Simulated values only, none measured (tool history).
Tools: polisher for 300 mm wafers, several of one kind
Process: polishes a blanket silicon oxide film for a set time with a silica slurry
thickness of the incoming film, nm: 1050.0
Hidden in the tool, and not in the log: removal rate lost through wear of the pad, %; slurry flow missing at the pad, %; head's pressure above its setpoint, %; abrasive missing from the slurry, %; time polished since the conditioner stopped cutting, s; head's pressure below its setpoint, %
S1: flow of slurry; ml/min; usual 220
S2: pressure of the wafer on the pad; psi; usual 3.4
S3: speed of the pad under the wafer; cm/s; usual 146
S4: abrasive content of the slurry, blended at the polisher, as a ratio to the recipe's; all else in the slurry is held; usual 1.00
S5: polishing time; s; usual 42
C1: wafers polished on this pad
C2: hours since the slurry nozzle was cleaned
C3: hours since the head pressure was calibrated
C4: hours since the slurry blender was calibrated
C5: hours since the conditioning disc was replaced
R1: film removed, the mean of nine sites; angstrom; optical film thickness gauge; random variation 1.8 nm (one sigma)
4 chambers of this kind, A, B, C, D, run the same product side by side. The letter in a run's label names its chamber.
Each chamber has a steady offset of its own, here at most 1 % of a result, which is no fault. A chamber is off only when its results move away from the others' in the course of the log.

run     day   S1   S2   S3    S4  S5    C1     C2      C3     C4     C5       R1
      0.304  -- chamber D: worn pad replaced by a new one
 1D   0.438  220  3.4  146  1.00  42    24  206.1   166.3   55.5  295.9  1267.30
 2B   0.779  220  3.4  146  1.00  42   319  268.2    33.2   97.5  182.2  1267.00
 3C   1.029  220  3.4  146  1.00  42   667  485.5   520.7  158.0   45.9  1277.00
 4A   1.379  220  3.4  146  1.00  42   330  179.9  1204.7  132.5   65.5  1281.10
      1.683  -- chamber B: conditioning disc replaced and pad reconditioned
 5C   1.867  185  3.4  146  0.75  42   821  505.6   540.8  178.1   66.0  1111.10
 6B   2.367  185  3.4  146  0.75  42   612  306.3    71.3  135.6   16.4  1079.40
      2.425  -- chamber C: worn pad replaced by a new one
 7A   2.608  185  3.4  146  0.75  42   557  209.4  1234.2  162.0   95.0  1085.60
      2.725  -- chamber D: conditioning disc replaced and pad reconditioned
 8D   2.846  185  3.4  146  0.75  42   468  263.9   224.1  113.3    2.9  1063.80
      3.075  -- chamber B: worn pad replaced by a new one
 9D   3.367  220  3.4  146  1.00  42   565  276.4   236.6  125.8   15.4  1281.00
10A   3.738  200  3.4  116  1.00  42   765  236.5  1261.3  189.1  122.1  1040.90
11B   4.100  200  3.4  116  1.00  42   189  347.9   112.9  177.2   58.0  1030.30
      4.175  -- chamber D: slurry nozzle cleaned
      4.321  -- chamber B: slurry blender recalibrated
12C   4.538  200  3.4  116  1.00  42   390  569.7   604.9  242.2  130.1  1051.30
      4.596  -- chamber A: worn pad replaced by a new one
      4.708  -- chamber A: slurry blender recalibrated
      4.942  -- chamber A: conditioning disc replaced and pad reconditioned
13C   5.062  200  3.4  116  1.00  42   487  582.3   617.5  254.8  142.7  1049.60
      5.108  -- chamber A: slurry nozzle cleaned
      5.483  -- chamber A: head pressure recalibrated
      5.504  -- chamber C: slurry blender recalibrated
14A   5.542  220  3.4  146  1.00  42   175   10.5     1.5   20.1   14.5  1256.50
      5.633  -- chamber D: worn pad replaced by a new one
15B   5.867  220  3.4  146  1.00  42   514  390.3   155.3   37.1  100.4  1274.50
16D   6.171  220  3.4  146  1.00  42    99   48.0   303.9  193.1   82.7  1293.80
      6.417  -- chamber B: slurry nozzle cleaned
17A   6.454  220  3.4  146  1.00  42   343   32.4    23.4   42.0   36.4  1295.20
18D   6.712  250  3.4  146  1.00  42   199   61.0   316.9  206.1   95.7  1313.50
19C   6.967  250  3.4  146  1.00  42   838  628.0   663.2   35.2  188.4  1275.60
      7.150  -- chamber B: worn pad replaced by a new one
20B   7.388  250  3.4  146  1.00  42    44   23.4   191.8   73.6  136.9  1328.40
      7.412  -- chamber C: worn pad replaced by a new one
21C   7.767  250  3.4  146  1.00  42    65  647.2   682.4   54.4  207.6  1287.10
      8.100  -- chamber C: conditioning disc replaced and pad reconditioned
22A   8.254  220  3.4  146  1.00  27   675   75.6    66.6   85.2   79.6   837.78
23D   8.725  220  3.4  146  1.00  27   570  109.3   365.2  254.4  144.0   823.36
24B   9.092  220  3.4  146  1.00  27   358   64.3   232.7  114.5  177.8   824.05
      9.288  -- chamber C: slurry nozzle cleaned
      9.504  -- chamber B: conditioning disc replaced and pad reconditioned
25A   9.512  220  3.4  146  1.00  27   907  105.8    96.8  115.4  109.8   835.97
26D   9.808  220  3.4  146  1.00  33   770  135.3   391.2  280.4  170.0  1007.30
27C  10.342  220  3.4  146  1.00  33   540   25.3   744.2  116.2   53.9   957.10
     10.492  -- chamber A: worn pad replaced by a new one
28B  10.721  220  3.4  146  1.00  33   658  103.4   271.8  153.6   29.3   993.31
29A  11.075  220  3.4  146  1.00  33   107  143.3   134.3  152.9  147.3  1017.80
     11.167  -- chamber A: conditioning disc replaced and pad reconditioned
     11.429  -- chamber B: worn pad replaced by a new one
30B  11.633  220  3.4  146  1.00  42    37  125.3   293.7  175.5   51.2  1268.00
31D  11.896  220  3.4  146  1.00  42  1155  185.4   441.3  330.5  220.1  1267.10
     12.146  -- chamber C: worn pad replaced by a new one
     12.250  -- chamber D: worn pad replaced by a new one
32C  12.254  220  3.4  100  1.00  42    20   71.2   790.1  162.1   99.8   894.47
     12.688  -- chamber B: slurry blender recalibrated
33C  12.762  220  3.4  100  1.00  42   114   83.4   802.3  174.3  112.0   877.32
34A  13.075  220  3.4  100  1.00  42   476  191.3   182.3  200.9   45.8   952.20
     13.262  -- chamber D: slurry blender recalibrated
35D  13.521  220  3.4  100  1.00  42   234  224.4   480.3    6.3  259.1   969.10
     13.667  -- chamber A: slurry blender recalibrated
36B  13.958  220  3.4  146  1.00  42   466  181.1   349.5   30.5  107.0  1253.70
37C  14.429  220  3.4  184  1.00  42   421  123.4   842.3  214.3  152.0  1403.00
38D  14.904  220  3.4  184  1.00  42   489  257.6   513.5   39.5  292.3  1510.50
39B  15.329  220  3.4  184  1.00  42   719  214.0   382.4   63.4  139.9  1523.30
     15.771  -- chamber A: slurry nozzle cleaned
     15.838  -- chamber A: worn pad replaced by a new one
40A  15.854  220  3.4  184  1.00  42     3    2.0   249.0   52.6  112.5  1590.70
41D  16.112  220  3.4  146  1.00  42   712  286.6   542.5   68.5  321.3  1301.90

Is one chamber off against the others, does the gauge drift, or is nothing wrong? If a chamber is off, say which, and what the likeliest cause is.

Chamber C drifts away from the others.
Cause: head's pressure below its setpoint, % = 10.8.
The log may not tell that from: abrasive missing from the slurry, %.

Here are 4 candidates for chamber C's next run, each the usual settings with a change, their results left as question marks. Which one brings its results back in line with what the others give on the usual settings?
In line means no further than this from the other chambers' mean on the usual settings: R1 62.00 angstrom
42C-1  16.512  220  3.5  146  1.00  42                       ?
42C-2  16.512  155  3.4  146  1.00  42                       ?
42C-3  16.512  220  3.6  146  1.00  44                       ?
42C-4  16.512  220  3.3  140  1.00  40                       ?

The other chambers' mean on the usual settings: R1 1284.60 angstrom
  run       R1
42C-1  1164.60
42C-2  1075.30
42C-3  1255.40
42C-4  1010.70
42C-3 brings the chamber back in line.
